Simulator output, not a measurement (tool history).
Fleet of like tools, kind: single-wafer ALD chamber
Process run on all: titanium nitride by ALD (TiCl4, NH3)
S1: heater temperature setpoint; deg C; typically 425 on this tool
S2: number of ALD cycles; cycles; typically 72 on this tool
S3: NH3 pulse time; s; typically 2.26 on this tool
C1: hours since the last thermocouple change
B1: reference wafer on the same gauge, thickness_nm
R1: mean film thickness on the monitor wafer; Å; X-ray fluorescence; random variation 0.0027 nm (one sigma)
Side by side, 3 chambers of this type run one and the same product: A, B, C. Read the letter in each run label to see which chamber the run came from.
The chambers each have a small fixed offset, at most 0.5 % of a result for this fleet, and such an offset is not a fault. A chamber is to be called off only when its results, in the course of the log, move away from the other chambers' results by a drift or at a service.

| run | hour | S1 | S2 | S3 | C1 | B1 | R1 |
|---|---|---|---|---|---|---|---|
|  | 2.2 | chamber B: thermocouple changed; heater temperature recalibrated |
| 1C | 4.5 | 425 | 72 | 2.26 | 2162.3 | 1.5698 | 16.004 |
| 2A | 12.8 | 425 | 72 | 2.26 | 1048.0 | 1.5694 | 16.017 |
| 3B | 17.9 | 425 | 72 | 2.26 | 15.7 | 1.5692 | 16.114 |
| 4B | 26.8 | 425 | 72 | 2.26 | 24.6 | 1.5684 | 16.056 |
| 5C | 35.4 | 425 | 72 | 2.26 | 2193.2 | 1.5683 | 15.989 |
| 6A | 43.1 | 425 | 72 | 2.26 | 1078.3 | 1.5683 | 16.039 |
| 7A | 49.0 | 425 | 72 | 2.26 | 1084.2 | 1.5683 | 15.982 |
| 8C | 58.2 | 425 | 72 | 2.26 | 2216.0 | 1.5669 | 15.972 |
| 9B | 67.5 | 425 | 72 | 2.26 | 65.3 | 1.5668 | 16.049 |
| 10B | 76.6 | 425 | 72 | 2.26 | 74.4 | 1.5670 | 16.010 |
| 11A | 82.5 | 425 | 72 | 1.97 | 1117.7 | 1.5664 | 15.893 |
| 12C | 88.2 | 425 | 72 | 1.97 | 2246.0 | 1.5658 | 15.908 |
| 13C | 93.2 | 425 | 72 | 1.97 | 2251.0 | 1.5660 | 15.887 |
| 14B | 101.4 | 425 | 72 | 2.26 | 99.2 | 1.5660 | 16.068 |
| 15A | 108.1 | 425 | 72 | 2.26 | 1143.3 | 1.5656 | 15.970 |
| 16B | 112.9 | 425 | 72 | 2.26 | 110.7 | 1.5645 | 16.020 |
| 17C | 120.8 | 425 | 72 | 2.26 | 2278.6 | 1.5645 | 15.987 |
| 18A | 126.5 | 425 | 72 | 2.26 | 1161.7 | 1.5644 | 15.988 |
| 19B | 133.5 | 425 | 72 | 2.26 | 131.3 | 1.5640 | 16.041 |
| 20C | 142.4 | 425 | 72 | 2.26 | 2300.2 | 1.5635 | 15.910 |
| 21A | 146.9 | 425 | 72 | 2.26 | 1182.1 | 1.5639 | 15.972 |
| 22C | 151.9 | 425 | 72 | 2.26 | 2309.7 | 1.5628 | 15.949 |
| 23B | 157.8 | 425 | 72 | 2.26 | 155.6 | 1.5631 | 16.010 |
| 24A | 164.5 | 425 | 72 | 2.26 | 1199.7 | 1.5624 | 15.973 |
| 25B | 169.0 | 425 | 72 | 2.26 | 166.8 | 1.5629 | 16.012 |
| 26A | 175.2 | 425 | 72 | 2.26 | 1210.4 | 1.5623 | 15.944 |
| 27C | 180.9 | 425 | 72 | 2.26 | 2338.7 | 1.5619 | 15.942 |
| 28B | 187.8 | 425 | 72 | 2.26 | 185.6 | 1.5612 | 16.038 |
| 29C | 193.1 | 425 | 72 | 2.26 | 2350.9 | 1.5614 | 15.909 |
| 30A | 201.6 | 425 | 72 | 2.26 | 1236.8 | 1.5607 | 15.959 |
| 31B | 211.0 | 425 | 72 | 2.26 | 208.8 | 1.5609 | 15.987 |
| 32A | 219.7 | 425 | 72 | 2.26 | 1254.9 | 1.5593 | 15.968 |
|  | 224.0 | chamber C: thermocouple changed; heater temperature recalibrated |
| 33C | 226.3 | 425 | 72 | 2.26 | 2.4 | 1.5596 | 15.865 |
| 34C | 232.0 | 425 | 72 | 2.26 | 8.1 | 1.5601 | 15.919 |

All chambers now run identical settings, listed one chamber a line with results as question marks. What results will each chamber show?
| 35A | 238.8 | 439 | 72 | 2.26 |  |  | ? |
| 35B | 238.8 | 439 | 72 | 2.26 |  |  | ? |
| 35C | 238.8 | 439 | 72 | 2.26 |  |  | ? |

| run | R1 |
|---|---|
| 35A | 15.923 |
| 35B | 15.993 |
| 35C | 15.909 |

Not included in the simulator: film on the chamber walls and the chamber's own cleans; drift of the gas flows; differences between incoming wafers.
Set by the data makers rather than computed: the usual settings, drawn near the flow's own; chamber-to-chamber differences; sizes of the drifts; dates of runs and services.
